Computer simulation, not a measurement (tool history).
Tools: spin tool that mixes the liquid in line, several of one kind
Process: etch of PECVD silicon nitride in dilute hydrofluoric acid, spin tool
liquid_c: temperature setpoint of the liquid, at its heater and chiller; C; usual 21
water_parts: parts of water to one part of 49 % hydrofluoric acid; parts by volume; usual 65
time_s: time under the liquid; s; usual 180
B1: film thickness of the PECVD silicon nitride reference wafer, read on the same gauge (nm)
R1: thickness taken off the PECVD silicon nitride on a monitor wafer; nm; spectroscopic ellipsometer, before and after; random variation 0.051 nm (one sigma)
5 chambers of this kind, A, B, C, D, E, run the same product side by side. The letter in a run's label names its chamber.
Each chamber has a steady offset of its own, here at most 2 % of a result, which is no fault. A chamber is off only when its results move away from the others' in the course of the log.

Run 1A, hour 5.2: usual settings; B1 119.97. Result: R1 12.686 nm.
Run 2C, hour 14.8: usual settings; B1 119.99. Result: R1 12.851 nm.
Run 3E, hour 23.2: usual settings; B1 120.00. Result: R1 12.688 nm.
Run 4D, hour 33.0: usual settings; B1 120.03. Result: R1 12.659 nm.
Run 5B, hour 42.9: usual settings; B1 120.01. Result: R1 13.023 nm.
At hour 43.3: chamber A: hydrofluoric acid flow meter replaced.
Run 6C, hour 52.9: usual settings; B1 120.01. Result: R1 12.782 nm.
Run 7A, hour 58.9: usual settings; B1 120.00. Result: R1 12.797 nm.
Run 8E, hour 67.4: usual settings but water_parts 90 parts by volume, time_s 265 s; B1 119.98. Result: R1 13.448 nm.
Run 9B, hour 75.5: usual settings but water_parts 90 parts by volume, time_s 265 s; B1 120.00. Result: R1 13.818 nm.
Run 10D, hour 81.9: usual settings but water_parts 90 parts by volume, time_s 265 s; B1 119.98. Result: R1 13.609 nm.
Run 11C, hour 88.1: usual settings but water_parts 90 parts by volume, time_s 265 s; B1 120.00. Result: R1 13.639 nm.
Run 12A, hour 93.5: usual settings but water_parts 90 parts by volume, time_s 265 s; B1 119.99. Result: R1 13.686 nm.
Run 13E, hour 103.3: usual settings; B1 120.02. Result: R1 12.693 nm.
Run 14B, hour 108.9: usual settings; B1 120.01. Result: R1 12.951 nm.
Run 15D, hour 114.9: usual settings; B1 120.00. Result: R1 12.639 nm.
Run 16C, hour 119.8: usual settings; B1 120.00. Result: R1 12.732 nm.
Run 17D, hour 126.5: usual settings; B1 120.01. Result: R1 12.703 nm.
Run 18A, hour 131.9: usual settings but time_s 260 s; B1 120.01. Result: R1 18.398 nm.
Run 19E, hour 138.5: usual settings but time_s 260 s; B1 120.03. Result: R1 18.325 nm.
Run 20B, hour 144.2: usual settings but time_s 260 s; B1 120.01. Result: R1 18.602 nm.
Run 21A, hour 152.5: usual settings but time_s 260 s; B1 119.99. Result: R1 18.452 nm.
Run 22E, hour 159.0: usual settings but time_s 260 s; B1 119.99. Result: R1 18.329 nm.
Run 23B, hour 167.5: usual settings; B1 120.01. Result: R1 13.057 nm.
Run 24D, hour 176.3: usual settings but water_parts 45 parts by volume; B1 120.01. Result: R1 18.099 nm.
Run 25C, hour 182.2: usual settings but water_parts 45 parts by volume; B1 120.01. Result: R1 18.332 nm.
Run 26C, hour 191.5: usual settings but water_parts 45 parts by volume; B1 120.02. Result: R1 18.373 nm.
Run 27D, hour 198.2: usual settings but water_parts 45 parts by volume; B1 119.98. Result: R1 18.099 nm.
Run 28A, hour 207.0: usual settings but water_parts 45 parts by volume; B1 120.00. Result: R1 18.378 nm.
Run 29B, hour 216.6: usual settings; B1 120.01. Result: R1 13.035 nm.
Run 30E, hour 222.2: usual settings but liquid_c 17 C, water_parts 40 parts by volume; B1 120.02. Result: R1 15.494 nm.
Run 31A, hour 229.4: usual settings but liquid_c 17 C, water_parts 40 parts by volume; B1 120.00. Result: R1 15.666 nm.
Run 32D, hour 234.5: usual settings but liquid_c 17 C, water_parts 40 parts by volume; B1 120.00. Result: R1 15.256 nm.
Run 33E, hour 244.3: usual settings but liquid_c 17 C, water_parts 40 parts by volume; B1 120.02. Result: R1 15.485 nm.
Run 34B, hour 250.4: usual settings but liquid_c 17 C, water_parts 40 parts by volume; B1 120.01. Result: R1 15.830 nm.
Run 35C, hour 258.4: usual settings; B1 120.01. Result: R1 12.862 nm.
Run 36A, hour 267.4: usual settings; B1 120.01. Result: R1 12.765 nm.

Next, every chamber runs the same settings. What will each give?
Run 37A, hour 274.5: usual settings. Result: R1 ?.
Run 37B, hour 274.5: usual settings. Result: R1 ?.
Run 37C, hour 274.5: usual settings. Result: R1 ?.
Run 37D, hour 274.5: usual settings. Result: R1 ?.
Run 37E, hour 274.5: usual settings. Result: R1 ?.

run      R1
37A  12.796
37B  12.961
37C  12.768
37D  12.646
37E  12.686
